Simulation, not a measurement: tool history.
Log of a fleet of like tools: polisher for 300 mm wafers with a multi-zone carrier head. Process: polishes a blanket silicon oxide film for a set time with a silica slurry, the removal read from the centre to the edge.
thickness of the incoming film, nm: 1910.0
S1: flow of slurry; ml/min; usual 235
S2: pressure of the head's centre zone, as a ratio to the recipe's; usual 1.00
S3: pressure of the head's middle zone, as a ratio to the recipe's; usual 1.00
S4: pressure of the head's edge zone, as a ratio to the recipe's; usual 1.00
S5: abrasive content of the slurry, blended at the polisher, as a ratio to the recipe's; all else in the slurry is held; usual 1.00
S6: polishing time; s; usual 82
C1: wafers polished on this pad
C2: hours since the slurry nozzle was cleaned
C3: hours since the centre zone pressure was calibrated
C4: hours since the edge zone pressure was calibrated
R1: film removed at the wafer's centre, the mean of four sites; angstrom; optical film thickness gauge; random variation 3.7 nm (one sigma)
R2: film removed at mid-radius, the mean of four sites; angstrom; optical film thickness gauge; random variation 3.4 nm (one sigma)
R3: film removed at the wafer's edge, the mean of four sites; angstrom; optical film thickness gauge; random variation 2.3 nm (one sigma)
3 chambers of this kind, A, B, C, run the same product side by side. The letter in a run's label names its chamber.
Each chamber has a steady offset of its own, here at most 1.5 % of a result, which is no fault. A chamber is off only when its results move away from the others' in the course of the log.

run,hour,S1,S2,S3,S4,S5,S6,C1,C2,C3,C4,R1,R2,R3
# hour 6.5: chamber C: slurry nozzle cleaned
1C,7.8,235,1.00,1.00,1.00,1.00,82,237,1.3,199.5,361.4,2954.3,2874.1,2903.1
2B,17.8,235,1.00,1.00,1.00,1.00,82,392,617.4,779.1,414.9,2929.9,2979.3,2947.4
3A,26.6,235,1.00,1.00,1.00,1.00,82,360,372.6,713.9,110.1,2929.3,2938.2,2889.6
4A,32.2,235,1.00,1.00,1.00,1.00,82,414,378.2,719.5,115.7,2937.3,3010.1,2939.6
5B,43.6,235,1.00,1.00,1.00,1.00,82,643,643.2,804.9,440.7,2951.0,2946.5,2944.6
# hour 55.2: chamber C: worn pad replaced by a new one
6C,55.3,235,1.00,1.00,1.00,1.00,82,1,48.8,247.0,408.9,2971.4,2912.1,2940.7
# hour 61.1: chamber B: slurry nozzle cleaned
7C,61.9,235,1.00,1.00,1.00,1.00,82,65,55.4,253.6,415.5,2953.0,2892.2,2915.3
# hour 64.4: chamber A: worn pad replaced by a new one
# hour 66.7: chamber B: worn pad replaced by a new one
8B,71.7,235,1.00,1.00,1.00,1.00,82,48,10.6,833.0,468.8,2967.7,2947.1,2935.4
9A,81.3,235,1.00,1.00,1.00,1.00,82,164,427.3,768.6,164.8,2943.1,2926.1,2931.4
10A,91.7,235,1.00,1.00,1.00,1.00,82,265,437.7,779.0,175.2,2911.9,2937.9,2959.0
11C,99.9,235,1.00,1.00,1.00,1.00,82,434,93.4,291.6,453.5,2972.1,2915.2,2951.3
12B,109.8,235,1.00,1.10,1.00,1.00,82,418,48.7,871.1,506.9,2945.3,3198.9,2939.8
# hour 114.0: chamber B: edge zone pressure recalibrated
13A,115.3,235,1.00,1.10,1.00,1.00,82,494,461.3,802.6,198.8,2944.7,3201.0,2893.0
14C,122.2,235,1.00,1.10,1.00,1.00,82,650,115.7,313.9,475.8,2996.6,3179.4,2924.1
# hour 123.3: chamber A: worn pad replaced by a new one
# hour 128.6: chamber C: worn pad replaced by a new one
15B,130.5,235,1.00,1.00,1.00,1.00,82,619,69.4,891.8,16.6,2951.9,2932.0,2902.2
# hour 140.1: chamber B: worn pad replaced by a new one
16A,141.5,235,1.00,1.00,1.00,1.00,82,176,487.5,828.8,225.0,2920.7,2987.9,2912.9
17B,148.5,235,1.00,0.89,1.00,0.85,82,82,87.4,909.8,34.6,2669.8,2502.8,2737.8
18C,157.7,235,1.00,0.89,1.00,0.85,82,282,151.2,349.4,511.3,2778.0,2416.9,2735.2
19C,166.4,235,1.00,0.89,1.00,0.85,82,367,159.9,358.1,520.0,2722.1,2366.5,2731.1
20B,174.9,235,1.00,1.00,1.00,1.00,82,338,113.8,936.2,61.0,2948.4,2913.2,2929.4
21A,180.1,235,1.00,1.00,1.00,1.00,82,551,526.1,867.4,263.6,2958.6,2924.0,2920.0
# hour 182.1: chamber A: worn pad replaced by a new one
22C,186.9,235,1.08,1.00,1.12,1.00,82,566,180.4,378.6,540.5,3256.1,2912.1,3114.3
# hour 192.1: chamber C: worn pad replaced by a new one
23B,195.3,235,1.08,1.00,1.12,1.00,82,536,134.2,956.6,81.4,3262.0,2955.7,3120.4
24A,206.1,235,1.08,1.00,1.12,1.00,82,233,552.1,893.4,289.6,3146.4,2886.7,3116.2
# hour 214.7: chamber B: centre zone pressure recalibrated
25C,217.0,235,1.00,1.00,1.00,1.00,82,242,210.5,408.7,570.6,2930.8,2971.8,2940.9
26A,227.1,235,1.00,1.00,1.00,1.00,82,437,573.1,914.4,310.6,2886.5,2917.5,2920.6
# hour 229.0: chamber B: worn pad replaced by a new one
27B,236.6,235,1.00,1.00,1.00,1.00,82,74,175.5,22.0,122.7,2524.7,3015.7,2918.9
28A,245.5,235,1.00,1.00,1.00,1.00,82,615,591.5,932.8,329.0,2881.0,2924.7,2934.0
29B,251.0,235,1.00,1.00,1.00,1.00,82,214,189.9,36.4,137.1,2589.3,2947.6,2949.7
# hour 251.1: chamber A: worn pad replaced by a new one
# hour 257.9: chamber C: worn pad replaced by a new one
30C,260.4,235,1.00,1.00,1.00,1.00,82,25,253.9,452.1,614.0,2959.4,2909.0,2963.6
31A,265.8,235,1.00,1.00,1.00,1.00,82,143,611.8,953.1,349.3,2889.7,2942.8,2937.7
32C,270.9,235,1.00,1.00,1.00,1.00,82,126,264.4,462.6,624.5,3021.9,2982.6,2934.2
33B,281.7,235,1.00,1.00,1.00,1.00,82,512,220.6,67.1,167.8,2572.9,3012.5,2940.5
34C,292.3,235,1.00,1.00,1.00,1.00,82,334,285.8,484.0,645.9,2965.9,2925.8,2981.5
35B,303.3,235,1.00,1.00,1.00,1.00,82,721,242.2,88.7,189.4,2602.3,2967.4,2954.4
# hour 306.0: chamber B: worn pad replaced by a new one
36A,310.5,235,1.00,1.00,1.00,1.00,82,577,656.5,997.8,394.0,2883.3,2961.3,2921.2
# hour 319.3: chamber C: worn pad replaced by a new one
# hour 320.9: chamber A: worn pad replaced by a new one
37B,321.0,235,1.00,1.00,1.00,1.00,82,146,259.9,106.4,207.1,2634.9,2972.0,2938.4
38A,332.4,235,1.00,1.00,1.00,1.00,82,112,678.4,1019.7,415.9,2942.7,2938.8,2904.0
# hour 340.9: chamber C: centre zone pressure recalibrated
39C,342.1,235,1.00,1.00,1.00,1.00,82,221,335.6,1.2,695.7,2936.9,2964.6,2922.8

Next, every chamber runs the same settings. What will each give?
40A,350.6,310,1.00,1.00,1.00,1.00,82,,,,,?,?,?
40B,350.6,310,1.00,1.00,1.00,1.00,82,,,,,?,?,?
40C,350.6,310,1.00,1.00,1.00,1.00,82,,,,,?,?,?

run,R1,R2,R3
40A,2993.1,2980.7,2968.3
40B,2655.4,3027.8,2968.3
40C,3035.4,3043.4,2992.1
